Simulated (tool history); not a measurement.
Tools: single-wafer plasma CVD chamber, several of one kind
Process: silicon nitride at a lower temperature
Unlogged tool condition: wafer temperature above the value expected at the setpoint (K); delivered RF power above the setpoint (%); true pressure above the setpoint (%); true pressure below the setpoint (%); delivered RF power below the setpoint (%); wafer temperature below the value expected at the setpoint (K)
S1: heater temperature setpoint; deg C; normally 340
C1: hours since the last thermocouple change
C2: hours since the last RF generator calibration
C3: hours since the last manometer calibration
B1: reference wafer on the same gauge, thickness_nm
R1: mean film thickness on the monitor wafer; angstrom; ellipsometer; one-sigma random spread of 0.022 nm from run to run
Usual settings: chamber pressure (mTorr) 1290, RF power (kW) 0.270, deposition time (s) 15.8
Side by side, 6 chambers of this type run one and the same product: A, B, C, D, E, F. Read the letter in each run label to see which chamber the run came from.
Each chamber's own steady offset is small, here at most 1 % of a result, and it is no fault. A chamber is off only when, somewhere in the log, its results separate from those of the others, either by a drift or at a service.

-- hour=1.2 chamber B: thermocouple changed; heater temperature recalibrated
run 1E hour=4.4 | S1=340 chamber_pressure_(mTorr)=1290 RF_power_(kW)=0.270 deposition_time_(s)=15.8 | C1=203.9 C2=1862.6 C3=1262.2 | B1=16.102 | R1=162.92
run 2D hour=6.5 | S1=340 chamber_pressure_(mTorr)=1290 RF_power_(kW)=0.270 deposition_time_(s)=15.8 | C1=439.1 C2=1076.3 C3=1023.1 | B1=16.106 | R1=164.66
run 3C hour=8.7 | S1=340 chamber_pressure_(mTorr)=1290 RF_power_(kW)=0.270 deposition_time_(s)=15.8 | C1=797.7 C2=1076.2 C3=256.5 | B1=16.109 | R1=164.76
run 4B hour=13.3 | S1=340 chamber_pressure_(mTorr)=1290 RF_power_(kW)=0.270 deposition_time_(s)=15.8 | C1=12.1 C2=421.7 C3=854.9 | B1=16.109 | R1=162.75
run 5F hour=17.2 | S1=340 chamber_pressure_(mTorr)=1290 RF_power_(kW)=0.270 deposition_time_(s)=15.8 | C1=2037.9 C2=83.7 C3=1599.7 | B1=16.110 | R1=163.53
run 6A hour=20.7 | S1=340 chamber_pressure_(mTorr)=1290 RF_power_(kW)=0.270 deposition_time_(s)=15.8 | C1=238.1 C2=551.3 C3=471.7 | B1=16.115 | R1=162.78
run 7E hour=23.0 | S1=340 chamber_pressure_(mTorr)=1290 RF_power_(kW)=0.270 deposition_time_(s)=15.8 | C1=222.5 C2=1881.2 C3=1280.8 | B1=16.117 | R1=162.96
run 8F hour=26.8 | S1=340 chamber_pressure_(mTorr)=1290 RF_power_(kW)=0.270 deposition_time_(s)=15.8 | C1=2047.5 C2=93.3 C3=1609.3 | B1=16.116 | R1=163.72
run 9A hour=29.7 | S1=340 chamber_pressure_(mTorr)=1290 RF_power_(kW)=0.270 deposition_time_(s)=15.8 | C1=247.1 C2=560.3 C3=480.7 | B1=16.123 | R1=162.70
run 10C hour=32.2 | S1=340 chamber_pressure_(mTorr)=1290 RF_power_(kW)=0.270 deposition_time_(s)=15.8 | C1=821.2 C2=1099.7 C3=280.0 | B1=16.118 | R1=164.90
run 11B hour=35.5 | S1=340 chamber_pressure_(mTorr)=1290 RF_power_(kW)=0.270 deposition_time_(s)=15.8 | C1=34.3 C2=443.9 C3=877.1 | B1=16.118 | R1=163.56
run 12D hour=38.3 | S1=340 chamber_pressure_(mTorr)=1290 RF_power_(kW)=0.270 deposition_time_(s)=15.8 | C1=470.9 C2=1108.1 C3=1054.9 | B1=16.128 | R1=164.57
run 13E hour=41.3 | S1=340 chamber_pressure_(mTorr)=1290 RF_power_(kW)=0.270 deposition_time_(s)=15.8 | C1=240.8 C2=1899.5 C3=1299.1 | B1=16.130 | R1=163.30
run 14D hour=45.1 | S1=340 chamber_pressure_(mTorr)=1290 RF_power_(kW)=0.270 deposition_time_(s)=15.8 | C1=477.7 C2=1114.9 C3=1061.7 | B1=16.131 | R1=164.93
run 15B hour=48.4 | S1=340 chamber_pressure_(mTorr)=1100 RF_power_(kW)=0.230 deposition_time_(s)=15.8 | C1=47.2 C2=456.8 C3=890.0 | B1=16.131 | R1=139.16
run 16F hour=52.2 | S1=340 chamber_pressure_(mTorr)=1100 RF_power_(kW)=0.230 deposition_time_(s)=15.8 | C1=2072.9 C2=118.7 C3=1634.7 | B1=16.129 | R1=139.65
run 17A hour=54.1 | S1=340 chamber_pressure_(mTorr)=1100 RF_power_(kW)=0.230 deposition_time_(s)=15.8 | C1=271.5 C2=584.7 C3=505.1 | B1=16.131 | R1=138.66
run 18C hour=57.5 | S1=340 chamber_pressure_(mTorr)=1100 RF_power_(kW)=0.230 deposition_time_(s)=15.8 | C1=846.5 C2=1125.0 C3=305.3 | B1=16.136 | R1=140.13
run 19F hour=61.5 | S1=340 chamber_pressure_(mTorr)=1100 RF_power_(kW)=0.230 deposition_time_(s)=15.8 | C1=2082.2 C2=128.0 C3=1644.0 | B1=16.138 | R1=139.75
run 20E hour=64.9 | S1=340 chamber_pressure_(mTorr)=1100 RF_power_(kW)=0.230 deposition_time_(s)=15.8 | C1=264.4 C2=1923.1 C3=1322.7 | B1=16.138 | R1=139.19
run 21C hour=68.0 | S1=340 chamber_pressure_(mTorr)=1600 RF_power_(kW)=0.270 deposition_time_(s)=15.8 | C1=857.0 C2=1135.5 C3=315.8 | B1=16.147 | R1=175.67
run 22A hour=71.8 | S1=340 chamber_pressure_(mTorr)=1600 RF_power_(kW)=0.270 deposition_time_(s)=15.8 | C1=289.2 C2=602.4 C3=522.8 | B1=16.145 | R1=173.54
run 23B hour=75.3 | S1=340 chamber_pressure_(mTorr)=1600 RF_power_(kW)=0.270 deposition_time_(s)=15.8 | C1=74.1 C2=483.7 C3=916.9 | B1=16.146 | R1=174.46
run 24D hour=78.1 | S1=340 chamber_pressure_(mTorr)=1600 RF_power_(kW)=0.270 deposition_time_(s)=15.8 | C1=510.7 C2=1147.9 C3=1094.7 | B1=16.147 | R1=175.72
run 25E hour=81.1 | S1=340 chamber_pressure_(mTorr)=1600 RF_power_(kW)=0.270 deposition_time_(s)=15.8 | C1=280.6 C2=1939.3 C3=1338.9 | B1=16.149 | R1=173.45
run 26A hour=83.3 | S1=340 chamber_pressure_(mTorr)=1600 RF_power_(kW)=0.270 deposition_time_(s)=15.8 | C1=300.7 C2=613.9 C3=534.3 | B1=16.158 | R1=173.48
run 27F hour=86.1 | S1=340 chamber_pressure_(mTorr)=1290 RF_power_(kW)=0.270 deposition_time_(s)=15.8 | C1=2106.8 C2=152.6 C3=1668.6 | B1=16.162 | R1=163.81
run 28B hour=89.3 | S1=340 chamber_pressure_(mTorr)=1420 RF_power_(kW)=0.225 deposition_time_(s)=15.8 | C1=88.1 C2=497.7 C3=930.9 | B1=16.159 | R1=147.85
run 29D hour=93.5 | S1=340 chamber_pressure_(mTorr)=1420 RF_power_(kW)=0.225 deposition_time_(s)=15.8 | C1=526.1 C2=1163.3 C3=1110.1 | B1=16.159 | R1=149.05
run 30C hour=97.5 | S1=340 chamber_pressure_(mTorr)=1420 RF_power_(kW)=0.225 deposition_time_(s)=15.8 | C1=886.5 C2=1165.0 C3=345.3 | B1=16.167 | R1=148.81
run 31E hour=102.0 | S1=340 chamber_pressure_(mTorr)=1420 RF_power_(kW)=0.225 deposition_time_(s)=15.8 | C1=301.5 C2=1960.2 C3=1359.8 | B1=16.169 | R1=148.40
run 32A hour=104.4 | S1=340 chamber_pressure_(mTorr)=1420 RF_power_(kW)=0.225 deposition_time_(s)=15.8 | C1=321.8 C2=635.0 C3=555.4 | B1=16.170 | R1=147.17
run 33D hour=107.9 | S1=340 chamber_pressure_(mTorr)=1420 RF_power_(kW)=0.225 deposition_time_(s)=15.8 | C1=540.5 C2=1177.7 C3=1124.5 | B1=16.172 | R1=149.37
run 34F hour=111.0 | S1=340 chamber_pressure_(mTorr)=1290 RF_power_(kW)=0.270 deposition_time_(s)=15.8 | C1=2131.7 C2=177.5 C3=1693.5 | B1=16.174 | R1=163.80
run 35B hour=115.3 | S1=340 chamber_pressure_(mTorr)=1290 RF_power_(kW)=0.270 deposition_time_(s)=15.8 | C1=114.1 C2=523.7 C3=956.9 | B1=16.175 | R1=163.70
run 36C hour=118.1 | S1=340 chamber_pressure_(mTorr)=1290 RF_power_(kW)=0.270 deposition_time_(s)=15.8 | C1=907.1 C2=1185.6 C3=365.9 | B1=16.178 | R1=165.44
run 37F hour=120.6 | S1=340 chamber_pressure_(mTorr)=1290 RF_power_(kW)=0.270 deposition_time_(s)=15.8 | C1=2141.3 C2=187.1 C3=1703.1 | B1=16.176 | R1=164.60
run 38D hour=123.6 | S1=340 chamber_pressure_(mTorr)=1290 RF_power_(kW)=0.270 deposition_time_(s)=15.8 | C1=556.2 C2=1193.4 C3=1140.2 | B1=16.180 | R1=165.34
run 39E hour=127.3 | S1=340 chamber_pressure_(mTorr)=1290 RF_power_(kW)=0.245 deposition_time_(s)=17.1 | C1=326.8 C2=1985.5 C3=1385.1 | B1=16.178 | R1=165.55
run 40B hour=130.5 | S1=340 chamber_pressure_(mTorr)=1290 RF_power_(kW)=0.245 deposition_time_(s)=17.1 | C1=129.3 C2=538.9 C3=972.1 | B1=16.182 | R1=165.19
run 41A hour=133.0 | S1=340 chamber_pressure_(mTorr)=1290 RF_power_(kW)=0.245 deposition_time_(s)=17.1 | C1=350.4 C2=663.6 C3=584.0 | B1=16.184 | R1=165.24
run 42C hour=135.4 | S1=340 chamber_pressure_(mTorr)=1290 RF_power_(kW)=0.245 deposition_time_(s)=17.1 | C1=924.4 C2=1202.9 C3=383.2 | B1=16.188 | R1=166.72

Predict what each chamber gives when all 6 of them run the settings below next.
run 43A hour=138.7 | S1=340 chamber_pressure_(mTorr)=1420 RF_power_(kW)=0.270 deposition_time_(s)=15.8 | R1=?
run 43B hour=138.7 | S1=340 chamber_pressure_(mTorr)=1420 RF_power_(kW)=0.270 deposition_time_(s)=15.8 | R1=?
run 43C hour=138.7 | S1=340 chamber_pressure_(mTorr)=1420 RF_power_(kW)=0.270 deposition_time_(s)=15.8 | R1=?
run 43D hour=138.7 | S1=340 chamber_pressure_(mTorr)=1420 RF_power_(kW)=0.270 deposition_time_(s)=15.8 | R1=?
run 43E hour=138.7 | S1=340 chamber_pressure_(mTorr)=1420 RF_power_(kW)=0.270 deposition_time_(s)=15.8 | R1=?
run 43F hour=138.7 | S1=340 chamber_pressure_(mTorr)=1420 RF_power_(kW)=0.270 deposition_time_(s)=15.8 | R1=?

run=43A R1=168.12
run=43B R1=168.69
run=43C R1=169.90
run=43D R1=170.38
run=43E R1=168.48
run=43F R1=169.25
